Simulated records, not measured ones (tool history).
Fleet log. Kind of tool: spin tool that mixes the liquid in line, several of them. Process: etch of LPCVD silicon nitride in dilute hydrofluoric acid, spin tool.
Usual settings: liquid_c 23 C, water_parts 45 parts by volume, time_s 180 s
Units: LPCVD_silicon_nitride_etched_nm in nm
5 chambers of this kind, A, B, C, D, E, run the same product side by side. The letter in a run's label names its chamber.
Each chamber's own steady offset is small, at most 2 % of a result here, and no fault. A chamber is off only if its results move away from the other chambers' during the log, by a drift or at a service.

run	day	liquid_c	water_parts	time_s	read-back film thickness of the LPCVD silicon nitride reference wafer, read on the same gauge (nm)	LPCVD_silicon_nitride_etched_nm
1D	0.438	23	45	180	79.979	1.9198
2B	0.904	23	45	180	79.986	1.9031
3C	1.467	23	45	180	80.025	1.9296
4A	1.888	23	45	180	80.011	1.9429
5E	2.217	23	45	180	79.995	1.9135
6A	2.592	23	45	180	79.987	1.9395
# day 3.158: chamber E: hydrofluoric acid flow meter replaced
7C	3.229	23	45	180	80.001	1.8999
8E	3.825	23	45	180	79.991	1.936
9D	4.175	23	35	240	79.991	3.1422
10B	4.533	23	35	240	79.96	3.257
11D	4.842	23	35	240	80.005	3.1865
12B	5.462	23	35	240	79.998	3.1612
# day 5.921: chamber D: hydrofluoric acid flow meter replaced
13E	6.138	23	35	240	80.01	3.2784
14C	6.45	23	45	180	80.004	1.933
15A	6.929	28	45	180	79.985	2.694
16E	7.358	28	45	180	80.008	2.6333
# day 7.838: chamber A: hydrofluoric acid flow meter replaced
17D	7.954	28	45	180	79.999	2.6275
18A	8.621	28	45	180	80.047	2.6531
19C	9.117	28	45	180	80.001	2.6888
20B	9.429	23	45	180	80.003	1.882
21A	10.012	23	45	180	80.025	1.9544
22E	10.538	23	45	180	79.987	1.9203
# day 10.75: chamber A: thermometer replaced
23D	11.171	23	45	180	80.023	1.9185
24C	11.492	23	45	180	80.015	1.9493
25B	11.833	23	45	180	80.01	1.9257
26A	12.296	23	45	180	80.007	1.9179
27C	12.938	23	45	180	80.039	2.0091
# day 12.979: chamber D: thermometer replaced
# day 13.342: chamber B: thermometer replaced
28B	13.575	23	45	180	79.965	1.9162
29D	13.908	23	45	180	80.037	1.822
30E	14.379	23	45	95	80.005	1.0437
31C	14.929	23	45	95	79.976	1.019
32B	15.408	23	45	95	80.04	1.0079
33A	15.833	23	45	95	79.988	1.0002

What goes on in this fleet: one chamber off, a drifting gauge, or nothing beyond the chambers' own small offsets? Name the chamber and the cause, if any.

All chambers stay in line apart from their small fixed offsets, and the gauge does not drift.
